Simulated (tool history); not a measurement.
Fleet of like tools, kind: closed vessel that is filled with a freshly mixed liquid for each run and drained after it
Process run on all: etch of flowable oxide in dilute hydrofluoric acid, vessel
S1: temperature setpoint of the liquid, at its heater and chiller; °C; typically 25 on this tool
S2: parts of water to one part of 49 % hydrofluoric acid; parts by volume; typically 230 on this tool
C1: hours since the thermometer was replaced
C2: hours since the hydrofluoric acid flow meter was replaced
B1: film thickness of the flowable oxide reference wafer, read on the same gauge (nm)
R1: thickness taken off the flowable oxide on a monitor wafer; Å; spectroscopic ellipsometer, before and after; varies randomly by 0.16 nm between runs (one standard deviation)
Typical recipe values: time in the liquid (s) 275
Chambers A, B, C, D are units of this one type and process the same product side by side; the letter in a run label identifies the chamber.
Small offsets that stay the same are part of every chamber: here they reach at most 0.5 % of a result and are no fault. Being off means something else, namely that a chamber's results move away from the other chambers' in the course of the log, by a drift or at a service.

{"run": "1D", "hour": 8.6, "S1": 25, "S2": 230, "time in the liquid (s)": 275, "C1": 470.6, "C2": 117.4, "B1": 49.959, "R1": 232.49}
{"run": "2C", "hour": 19.8, "S1": 25, "S2": 230, "time in the liquid (s)": 275, "C1": 574.5, "C2": 2006.3, "B1": 49.992, "R1": 233.48}
{"run": "3B", "hour": 29.5, "S1": 25, "S2": 230, "time in the liquid (s)": 275, "C1": 860.2, "C2": 1368.7, "B1": 50.014, "R1": 231.98}
{"run": "4A", "hour": 39.6, "S1": 25, "S2": 230, "time in the liquid (s)": 275, "C1": 387.4, "C2": 685.3, "B1": 49.997, "R1": 230.41}
{"run": "5A", "hour": 51.3, "S1": 25, "S2": 230, "time in the liquid (s)": 275, "C1": 399.1, "C2": 697, "B1": 49.988, "R1": 231.22}
{"run": "6C", "hour": 61.0, "S1": 25, "S2": 230, "time in the liquid (s)": 275, "C1": 615.7, "C2": 2047.5, "B1": 49.988, "R1": 226.72}
{"run": "7B", "hour": 72.0, "S1": 25, "S2": 315, "time in the liquid (s)": 175, "C1": 902.7, "C2": 1411.2, "B1": 50.031, "R1": 100.33}
{"run": "8D", "hour": 77.4, "S1": 25, "S2": 315, "time in the liquid (s)": 175, "C1": 539.4, "C2": 186.2, "B1": 50.014, "R1": 97.244}
{"run": "9A", "hour": 84.5, "S1": 25, "S2": 315, "time in the liquid (s)": 175, "C1": 432.3, "C2": 730.2, "B1": 50.012, "R1": 98.216}
{"run": "10C", "hour": 95.1, "S1": 25, "S2": 315, "time in the liquid (s)": 175, "C1": 649.8, "C2": 2081.6, "B1": 50.001, "R1": 96.204}
{"run": "11D", "hour": 102.7, "S1": 25, "S2": 230, "time in the liquid (s)": 275, "C1": 564.7, "C2": 211.5, "B1": 50.03, "R1": 231.72}
{"run": "12B", "hour": 109.0, "S1": 25, "S2": 230, "time in the liquid (s)": 275, "C1": 939.7, "C2": 1448.2, "B1": 49.986, "R1": 233.44}
{"run": "13A", "hour": 119.0, "S1": 22.5, "S2": 230, "time in the liquid (s)": 155, "C1": 466.8, "C2": 764.7, "B1": 49.996, "R1": 120.04}
{"run": "14B", "hour": 125.9, "S1": 22.5, "S2": 230, "time in the liquid (s)": 155, "C1": 956.6, "C2": 1465.1, "B1": 49.984, "R1": 118.24}
{"run": "15C", "hour": 131.1, "S1": 22.5, "S2": 230, "time in the liquid (s)": 155, "C1": 685.8, "C2": 2117.6, "B1": 50.023, "R1": 114.21}
{"run": "16D", "hour": 138.5, "S1": 22.5, "S2": 230, "time in the liquid (s)": 155, "C1": 600.5, "C2": 247.3, "B1": 50.011, "R1": 119.59}
{"run": "17D", "hour": 147.4, "S1": 25, "S2": 230, "time in the liquid (s)": 275, "C1": 609.4, "C2": 256.2, "B1": 50.02, "R1": 228.83}
{"run": "18C", "hour": 155.8, "S1": 25, "S2": 230, "time in the liquid (s)": 275, "C1": 710.5, "C2": 2142.3, "B1": 49.995, "R1": 218.83}
{"hour": 156.8, "done": "chamber B: hydrofluoric acid flow meter replaced"}
{"run": "19B", "hour": 161.5, "S1": 25, "S2": 230, "time in the liquid (s)": 275, "C1": 992.2, "C2": 4.7, "B1": 50.013, "R1": 228.75}
{"run": "20A", "hour": 172.1, "S1": 25, "S2": 230, "time in the liquid (s)": 275, "C1": 519.9, "C2": 817.8, "B1": 49.989, "R1": 233.61}
{"run": "21C", "hour": 178.9, "S1": 25, "S2": 230, "time in the liquid (s)": 275, "C1": 733.6, "C2": 2165.4, "B1": 49.996, "R1": 216.22}
{"run": "22A", "hour": 185.8, "S1": 25, "S2": 230, "time in the liquid (s)": 275, "C1": 533.6, "C2": 831.5, "B1": 49.988, "R1": 232.36}
{"run": "23B", "hour": 197.4, "S1": 28.5, "S2": 300, "time in the liquid (s)": 275, "C1": 1028.1, "C2": 40.6, "B1": 49.97, "R1": 189.01}
{"run": "24D", "hour": 203.5, "S1": 28.5, "S2": 300, "time in the liquid (s)": 275, "C1": 665.5, "C2": 312.3, "B1": 49.985, "R1": 183.46}
{"run": "25B", "hour": 211.0, "S1": 28.5, "S2": 300, "time in the liquid (s)": 275, "C1": 1041.7, "C2": 54.2, "B1": 49.971, "R1": 186.72}
{"run": "26A", "hour": 218.3, "S1": 28.5, "S2": 300, "time in the liquid (s)": 275, "C1": 566.1, "C2": 864, "B1": 50.023, "R1": 188.28}
{"run": "27C", "hour": 225.7, "S1": 25, "S2": 230, "time in the liquid (s)": 275, "C1": 780.4, "C2": 2212.2, "B1": 49.991, "R1": 214.95}
{"run": "28D", "hour": 231.8, "S1": 25, "S2": 230, "time in the liquid (s)": 275, "C1": 693.8, "C2": 340.6, "B1": 50.002, "R1": 230.21}
{"run": "29B", "hour": 238.1, "S1": 25, "S2": 230, "time in the liquid (s)": 275, "C1": 1068.8, "C2": 81.3, "B1": 50.045, "R1": 231.19}

All 4 chambers run these settings next. Forecast each chamber's results:
{"run": "30A", "hour": 246.6, "S1": 25, "S2": 195, "time in the liquid (s)": 275, "R1": "?"}
{"run": "30B", "hour": 246.6, "S1": 25, "S2": 195, "time in the liquid (s)": 275, "R1": "?"}
{"run": "30C", "hour": 246.6, "S1": 25, "S2": 195, "time in the liquid (s)": 275, "R1": "?"}
{"run": "30D", "hour": 246.6, "S1": 25, "S2": 195, "time in the liquid (s)": 275, "R1": "?"}

run=30A R1=286.82
run=30B R1=284.22
run=30C R1=261.66
run=30D R1=282.55
